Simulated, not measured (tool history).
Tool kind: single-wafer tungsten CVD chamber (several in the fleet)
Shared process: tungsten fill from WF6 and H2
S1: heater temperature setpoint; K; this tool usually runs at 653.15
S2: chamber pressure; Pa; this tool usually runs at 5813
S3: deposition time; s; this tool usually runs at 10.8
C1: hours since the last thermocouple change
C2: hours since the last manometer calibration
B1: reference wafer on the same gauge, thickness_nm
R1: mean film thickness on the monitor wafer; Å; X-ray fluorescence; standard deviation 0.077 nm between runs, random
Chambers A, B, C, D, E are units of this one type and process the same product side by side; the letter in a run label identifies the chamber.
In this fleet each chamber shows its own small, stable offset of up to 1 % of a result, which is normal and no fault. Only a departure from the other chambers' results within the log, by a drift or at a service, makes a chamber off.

Run 1E, hour 7.5: usual settings; C1 395; C2 612; B1 27.689. Result: R1 252.43 Å.
Run 2A, hour 15: usual settings; C1 605.2; C2 532.1; B1 27.702. Result: R1 251.5 Å.
Run 3B, hour 25.8: usual settings; C1 2827.5; C2 434.6; B1 27.704. Result: R1 250.89 Å.
Run 4D, hour 34.9: usual settings; C1 64.4; C2 742.3; B1 27.695. Result: R1 254.34 Å.
Run 5C, hour 41.6: usual settings; C1 710.7; C2 2606; B1 27.692. Result: R1 251.82 Å.
Run 6A, hour 56.2: usual settings; C1 646.4; C2 573.3; B1 27.684. Result: R1 253.22 Å.
Run 7E, hour 68.9: usual settings; C1 456.4; C2 673.4; B1 27.698. Result: R1 251.28 Å.
Run 8B, hour 76.4: usual settings; C1 2878.1; C2 485.2; B1 27.686. Result: R1 250.64 Å.
Run 9D, hour 89.1: usual settings but S1 640.15 K, S2 7133 Pa; C1 118.6; C2 796.5; B1 27.696. Result: R1 212.78 Å.
Run 10C, hour 97.1: usual settings but S1 640.15 K, S2 7133 Pa; C1 766.2; C2 2661.5; B1 27.69. Result: R1 211.06 Å.
Run 11D, hour 108.7: usual settings but S1 640.15 K, S2 7133 Pa; C1 138.2; C2 816.1; B1 27.701. Result: R1 212.17 Å.
Run 12B, hour 118: usual settings but S1 640.15 K, S2 7133 Pa; C1 2919.7; C2 526.8; B1 27.681. Result: R1 210.89 Å.
Run 13E, hour 129.8: usual settings but S1 640.15 K, S2 7133 Pa; C1 517.3; C2 734.3; B1 27.686. Result: R1 211.09 Å.
Run 14C, hour 137.9: usual settings but S1 642.15 K; C1 807; C2 2702.3; B1 27.697. Result: R1 201.7 Å.
Run 15A, hour 147.5: usual settings but S1 642.15 K; C1 737.7; C2 664.6; B1 27.696. Result: R1 200.7 Å.
Run 16B, hour 155.6: usual settings but S1 642.15 K; C1 2957.3; C2 564.4; B1 27.701. Result: R1 200.46 Å.
Run 17C, hour 164.1: usual settings but S1 642.15 K; C1 833.2; C2 2728.5; B1 27.694. Result: R1 200.87 Å.
Run 18D, hour 172.3: usual settings but S1 642.15 K; C1 201.8; C2 879.7; B1 27.697. Result: R1 201.61 Å.
Run 19A, hour 183.3: usual settings; C1 773.5; C2 700.4; B1 27.696. Result: R1 252.56 Å.
Run 20E, hour 191.3: usual settings; C1 578.8; C2 795.8; B1 27.696. Result: R1 251.19 Å.
Run 21B, hour 200.6: usual settings; C1 3002.3; C2 609.4; B1 27.707. Result: R1 250.59 Å.
Run 22C, hour 210: usual settings but S1 662.15 K; C1 879.1; C2 2774.4; B1 27.701. Result: R1 300.99 Å.
Run 23D, hour 216.9: usual settings but S1 662.15 K; C1 246.4; C2 924.3; B1 27.677. Result: R1 301.66 Å.
Run 24E, hour 228.7: usual settings but S1 662.15 K; C1 616.2; C2 833.2; B1 27.685. Result: R1 300.77 Å.
Run 25A, hour 239.8: usual settings but S1 662.15 K; C1 830; C2 756.9; B1 27.694. Result: R1 302.73 Å.
At hour 240.2: chamber C: capacitance manometer re-zeroed and calibrated.
Run 26D, hour 251.8: usual settings but S1 662.15 K; C1 281.3; C2 959.2; B1 27.693. Result: R1 301.49 Å.
Run 27C, hour 265.3: usual settings; C1 934.4; C2 25.2; B1 27.691. Result: R1 257.48 Å.
At hour 271.9: chamber B: thermocouple changed; heater temperature recalibrated.
Run 28A, hour 274.3: usual settings; C1 864.5; C2 791.4; B1 27.692. Result: R1 251.74 Å.
Run 29B, hour 287.3: usual settings; C1 15.5; C2 696.1; B1 27.703. Result: R1 251.62 Å.
Run 30E, hour 294.4: usual settings; C1 681.9; C2 898.9; B1 27.699. Result: R1 251.03 Å.
Run 31C, hour 304.5: usual settings but S3 12.3 s; C1 973.6; C2 64.4; B1 27.712. Result: R1 293.14 Å.
Run 32A, hour 311: usual settings but S3 12.3 s; C1 901.2; C2 828.1; B1 27.7. Result: R1 288.86 Å.
Run 33E, hour 319.3: usual settings but S3 12.3 s; C1 706.8; C2 923.8; B1 27.702. Result: R1 286.97 Å.
Run 34D, hour 329.7: usual settings but S3 12.3 s; C1 359.2; C2 1037.1; B1 27.698. Result: R1 288.59 Å.
Run 35B, hour 339.4: usual settings but S3 12.3 s; C1 67.6; C2 748.2; B1 27.69. Result: R1 287.24 Å.
Run 36E, hour 350.8: usual settings; C1 738.3; C2 955.3; B1 27.712. Result: R1 251.24 Å.
Run 37B, hour 365: usual settings but S2 4426 Pa, S3 12.5 s; C1 93.2; C2 773.8; B1 27.703. Result: R1 256.76 Å.
Run 38C, hour 371.5: usual settings but S2 4426 Pa, S3 12.5 s; C1 1040.6; C2 131.4; B1 27.699. Result: R1 264.78 Å.
Run 39A, hour 383.9: usual settings but S2 4426 Pa, S3 12.5 s; C1 974.1; C2 901; B1 27.695. Result: R1 257.55 Å.
Run 40D, hour 395.1: usual settings but S2 4426 Pa, S3 12.5 s; C1 424.6; C2 1102.5; B1 27.701. Result: R1 258.26 Å.
Run 41B, hour 402.3: usual settings but S2 4426 Pa, S3 12.5 s; C1 130.5; C2 811.1; B1 27.7. Result: R1 257.57 Å.
Run 42A, hour 409.4: usual settings; C1 999.6; C2 926.5; B1 27.694. Result: R1 252.45 Å.
Run 43C, hour 417.9: usual settings; C1 1087; C2 177.8; B1 27.689. Result: R1 259.89 Å.

Next, every chamber runs the same settings. What will each give?
Run 44A, hour 428.6: usual settings but S3 11.8 s. Result: R1 ?.
Run 44B, hour 428.6: usual settings but S3 11.8 s. Result: R1 ?.
Run 44C, hour 428.6: usual settings but S3 11.8 s. Result: R1 ?.
Run 44D, hour 428.6: usual settings but S3 11.8 s. Result: R1 ?.
Run 44E, hour 428.6: usual settings but S3 11.8 s. Result: R1 ?.

run      R1
44A  275.69
44B  274.27
44C  281.78
44D  275.52
44E  275.46

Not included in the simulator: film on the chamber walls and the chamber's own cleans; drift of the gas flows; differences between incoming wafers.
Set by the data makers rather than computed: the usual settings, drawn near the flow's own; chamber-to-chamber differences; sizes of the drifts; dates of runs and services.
